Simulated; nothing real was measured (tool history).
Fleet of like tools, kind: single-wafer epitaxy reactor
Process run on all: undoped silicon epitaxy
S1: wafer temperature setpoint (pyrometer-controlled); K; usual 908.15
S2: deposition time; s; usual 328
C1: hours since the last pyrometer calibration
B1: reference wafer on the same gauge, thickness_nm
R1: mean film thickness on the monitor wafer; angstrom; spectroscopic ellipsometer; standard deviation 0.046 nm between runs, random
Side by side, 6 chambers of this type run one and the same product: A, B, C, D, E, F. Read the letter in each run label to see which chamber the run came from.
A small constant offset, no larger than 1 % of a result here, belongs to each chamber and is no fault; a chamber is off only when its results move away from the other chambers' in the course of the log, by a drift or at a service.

run 1F hour=7.9 | S1=908.15 S2=328 | C1=1407.4 | B1=39.198 | R1=395.36
run 2E hour=13.1 | S1=908.15 S2=328 | C1=1200.9 | B1=39.184 | R1=395.25
run 3D hour=17.9 | S1=908.15 S2=328 | C1=145 | B1=39.198 | R1=394.88
run 4A hour=26.8 | S1=908.15 S2=328 | C1=423.7 | B1=39.172 | R1=397.38
run 5C hour=36.1 | S1=908.15 S2=328 | C1=725 | B1=39.181 | R1=390.58
run 6B hour=42.4 | S1=908.15 S2=328 | C1=351.4 | B1=39.159 | R1=399.66
run 7B hour=49 | S1=908.15 S2=328 | C1=358 | B1=39.162 | R1=399.48
run 8D hour=57 | S1=908.15 S2=328 | C1=184.1 | B1=39.168 | R1=392.91
run 9A hour=67 | S1=897.15 S2=272 | C1=463.9 | B1=39.161 | R1=256.67
run 10C hour=75.2 | S1=897.15 S2=272 | C1=764.1 | B1=39.151 | R1=252.31
run 11E hour=83.9 | S1=897.15 S2=272 | C1=1271.7 | B1=39.145 | R1=254.02
run 12F hour=91.6 | S1=897.15 S2=272 | C1=1491.1 | B1=39.135 | R1=254.97
run 13E hour=101.6 | S1=897.15 S2=272 | C1=1289.4 | B1=39.143 | R1=254.29
run 14F hour=107 | S1=897.15 S2=272 | C1=1506.5 | B1=39.133 | R1=255.48
run 15A hour=111.8 | S1=908.15 S2=328 | C1=508.7 | B1=39.141 | R1=396.37
run 16B hour=120.8 | S1=908.15 S2=328 | C1=429.8 | B1=39.125 | R1=398.59
run 17C hour=130 | S1=899.15 S2=328 | C1=818.9 | B1=39.115 | R1=318.49
run 18D hour=140.3 | S1=899.15 S2=328 | C1=267.4 | B1=39.123 | R1=319.5
run 19A hour=147.8 | S1=899.15 S2=328 | C1=544.7 | B1=39.114 | R1=323.29
run 20C hour=154.9 | S1=899.15 S2=328 | C1=843.8 | B1=39.094 | R1=318.37
run 21F hour=161.8 | S1=899.15 S2=328 | C1=1561.3 | B1=39.101 | R1=322.28
run 22D hour=170.4 | S1=899.15 S2=328 | C1=297.5 | B1=39.096 | R1=319.46
run 23E hour=180.8 | S1=908.15 S2=328 | C1=1368.6 | B1=39.087 | R1=393.83
run 24B hour=189.9 | S1=896.15 S2=278 | C1=498.9 | B1=39.081 | R1=257.02
run 25C hour=195.2 | S1=896.15 S2=278 | C1=884.1 | B1=39.08 | R1=251.56
run 26E hour=204.7 | S1=896.15 S2=278 | C1=1392.5 | B1=39.071 | R1=253.37
run 27F hour=212.5 | S1=896.15 S2=278 | C1=1612 | B1=39.053 | R1=254.57
run 28A hour=223.2 | S1=896.15 S2=278 | C1=620.1 | B1=39.05 | R1=255
run 29B hour=230.6 | S1=896.15 S2=278 | C1=539.6 | B1=39.045 | R1=257.25
run 30D hour=238.2 | S1=908.15 S2=328 | C1=365.3 | B1=39.045 | R1=392.16
run 31F hour=247.9 | S1=921.15 S2=354 | C1=1647.4 | B1=39.037 | R1=566.17
run 32A hour=252.8 | S1=921.15 S2=354 | C1=649.7 | B1=39.038 | R1=569.33
run 33D hour=258.5 | S1=921.15 S2=354 | C1=385.6 | B1=39.027 | R1=567.55
run 34C hour=264.7 | S1=921.15 S2=354 | C1=953.6 | B1=39.038 | R1=559.99
run 35E hour=271.2 | S1=921.15 S2=354 | C1=1459 | B1=39.023 | R1=568.94
run 36B hour=279.8 | S1=921.15 S2=354 | C1=588.8 | B1=39.026 | R1=571.47
run 37B hour=290.3 | S1=908.15 S2=328 | C1=599.3 | B1=39.02 | R1=397.2

Each of the 6 chambers runs these same settings next. Fill in every chamber's results:
run 38A hour=298 | S1=908.15 S2=273 | R1=?
run 38B hour=298 | S1=908.15 S2=273 | R1=?
run 38C hour=298 | S1=908.15 S2=273 | R1=?
run 38D hour=298 | S1=908.15 S2=273 | R1=?
run 38E hour=298 | S1=908.15 S2=273 | R1=?
run 38F hour=298 | S1=908.15 S2=273 | R1=?

run=38A R1=328.13
run=38B R1=330.42
run=38C R1=323.94
run=38D R1=326.41
run=38E R1=327.46
run=38F R1=327.12
